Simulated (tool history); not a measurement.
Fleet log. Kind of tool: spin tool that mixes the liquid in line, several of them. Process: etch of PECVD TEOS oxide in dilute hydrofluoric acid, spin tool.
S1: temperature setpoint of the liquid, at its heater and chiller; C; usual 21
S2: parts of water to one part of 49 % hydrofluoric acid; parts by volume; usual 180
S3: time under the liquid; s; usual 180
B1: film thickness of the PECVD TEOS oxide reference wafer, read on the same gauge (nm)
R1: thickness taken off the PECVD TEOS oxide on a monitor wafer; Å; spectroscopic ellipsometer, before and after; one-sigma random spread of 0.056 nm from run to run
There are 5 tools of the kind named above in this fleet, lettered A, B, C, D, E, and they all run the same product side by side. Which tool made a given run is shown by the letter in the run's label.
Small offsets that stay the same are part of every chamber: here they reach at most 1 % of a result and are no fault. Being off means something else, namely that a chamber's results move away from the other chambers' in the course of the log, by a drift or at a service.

run	hour	S1	S2	S3	B1	R1
1B	3.1	21	180	180	150.03	78.506
2C	6	21	180	180	149.99	80.593
3D	9.7	21	180	180	150.01	79.764
4E	14	21	180	180	149.99	79.701
5A	17.4	21	180	180	150.01	80.36
6E	19.7	21	180	180	150	79.723
7A	23.5	21	180	180	150.01	80.268
8D	27.7	21	180	180	150.03	80.104
9B	30.9	21	180	180	150	79.128
10C	35.5	21	180	180	149.95	80.595
11A	38.9	21	180	180	150	78.992
12C	41.1	21	95	180	150	168.92
13B	44.7	21	95	180	150.01	164.95
14E	49.1	21	95	180	150.01	164.9
15D	53.3	21	95	180	149.99	166.44
16D	57.8	21	95	180	150.02	165.73
17B	60.1	21	180	180	150.01	80.25
18C	63	21	180	180	149.99	80.912
19E	65.8	21	180	180	149.99	80.446
20A	69.6	21	180	180	150.01	77.587
21D	73.3	17	180	180	150.02	68.199
22E	75.8	17	180	180	150.03	68.58
23C	78.9	17	180	180	150.01	67.99
24B	82.6	17	180	180	150.02	67.629
25A	84.7	17	180	180	150.01	64.685
26D	87.3	21	180	180	150.02	80.848
27C	91.6	21	180	180	150.02	80.726
28E	95.3	21	180	180	149.99	80.002
29A	98.9	21	180	180	149.99	74.74
30B	102.5	18.5	180	265	150.03	105.87
31E	105.9	18.5	180	265	150	107.02
32D	108.2	18.5	180	265	149.99	106.94
33C	112.5	18.5	180	265	150.03	107.58
34A	115.2	18.5	180	265	149.99	100.06
35B	119	21	180	180	150.03	79.147
36A	122.6	21	180	180	150.03	74.969

Next, every chamber runs the same settings. What will each give?
37A	126	19	180	180		?
37B	126	19	180	180		?
37C	126	19	180	180		?
37D	126	19	180	180		?
37E	126	19	180	180		?

run	R1
37A	67.606
37B	73.567
37C	74.379
37D	73.625
37E	73.621

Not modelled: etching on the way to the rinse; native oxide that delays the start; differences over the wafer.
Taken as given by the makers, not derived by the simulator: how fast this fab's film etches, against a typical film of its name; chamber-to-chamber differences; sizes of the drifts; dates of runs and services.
